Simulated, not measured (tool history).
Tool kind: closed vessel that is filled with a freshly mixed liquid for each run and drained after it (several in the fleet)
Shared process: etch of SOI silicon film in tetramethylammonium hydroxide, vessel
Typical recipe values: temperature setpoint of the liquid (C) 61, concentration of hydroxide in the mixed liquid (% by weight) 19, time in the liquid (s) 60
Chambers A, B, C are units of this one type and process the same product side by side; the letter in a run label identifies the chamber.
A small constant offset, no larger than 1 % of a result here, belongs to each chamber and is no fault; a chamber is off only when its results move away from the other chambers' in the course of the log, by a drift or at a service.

run	day	temperature setpoint of the liquid (C)	concentration of hydroxide in the mixed liquid (% by weight)	time in the liquid (s)	hours since the thermometer was replaced	hours since the hydroxide flow meter was replaced	read-back film thickness of the SOI silicon film reference wafer, read on the same gauge (nm)	thickness taken off the SOI silicon film on a monitor wafer (nm)
1C	0.592	61	19	60	62.8	1655.3	50.021	180.07
2B	1.188	61	19	60	326.2	618.5	49.999	182.39
3A	1.742	61	19	60	1173	735.7	50.013	182.63
4C	2.312	61	19	60	104.1	1696.6	50.019	181.54
5B	2.746	57	15.5	60	363.6	655.9	49.993	153.4
6A	3.271	57	15.5	60	1209.7	772.4	49.999	151.35
7B	3.608	57	15.5	60	384.3	676.6	49.986	153.37
8C	4.238	61	19	60	150.3	1742.8	49.992	183.35
9A	4.567	67.5	23.5	60	1240.8	803.5	49.984	234.14
10A	4.979	67.5	23.5	60	1250.7	813.4	49.98	234.68
11B	5.292	67.5	23.5	60	424.7	717	50	229.58
12C	5.858	61	19	60	189.2	1781.7	50.004	178.3
13B	6.508	61	19	60	453.9	746.2	50.002	181.73
14A	7.175	61	19	60	1303.4	866.1	50.004	181.56
15C	7.521	61	19	60	229.1	1821.6	49.992	180.36
16A	8.167	61	19	60	1327.2	889.9	49.978	182.45
17C	8.658	61	19	60	256.4	1848.9	50.008	183.18
18B	9.075	61	19	35	515.5	807.8	49.996	109.61
19A	9.429	61	19	35	1357.5	920.2	49.962	106.23
20C	9.85	61	19	35	285	1877.5	49.985	105.82
21B	10.146	61	19	60	541.2	833.5	49.997	191.41
22A	10.65	61	19	60	1386.8	949.5	49.967	182.65
23C	11.329	61	19	60	320.5	1913	49.979	179.87
24B	11.833	61	19	60	581.7	874	50.013	194.53
25B	12.238	61	19	60	591.4	883.7	50.025	196.76
26A	12.867	61	19	60	1440	1002.7	50.013	183.66
27C	13.442	61	19	60	371.2	1963.7	50.039	180.75
28C	13.979	61	19	60	384.1	1976.6	49.975	182.54
29A	14.362	61	19	60	1475.9	1038.6	49.986	183.25
30B	15.008	61	19	60	657.9	950.2	50.001	200.29

Is one chamber off against the others, does the gauge drift, or is nothing wrong? If a chamber is off, say which, and what the likeliest cause is.

Little by little, chamber B moves away from the other chambers.
Most likely cause: liquid hotter than its thermometer reads (K) = 1.75.

Here are 4 candidates for chamber B's next run, each the usual settings with a change, their results left as question marks. Which one brings its results back in line with what the others give on the usual settings?
Counts as in line when no further than this from what the other chambers average on the usual settings: thickness taken off the SOI silicon film on a monitor wafer (nm) 4.8
31B-1	15.5	61	12	60				?
31B-2	15.5	58	19.5	60				?
31B-3	15.5	59.5	19.5	60				?
31B-4	15.5	61.5	19	65				?

Mean of the other chambers on the usual settings: thickness taken off the SOI silicon film on a monitor wafer (nm) 181.89
run	thickness taken off the SOI silicon film on a monitor wafer (nm)
31B-1	245.16
31B-2	165.6
31B-3	181.56
31B-4	224.61
The right change is 31B-3: it brings the chamber back within the allowed miss of the others.

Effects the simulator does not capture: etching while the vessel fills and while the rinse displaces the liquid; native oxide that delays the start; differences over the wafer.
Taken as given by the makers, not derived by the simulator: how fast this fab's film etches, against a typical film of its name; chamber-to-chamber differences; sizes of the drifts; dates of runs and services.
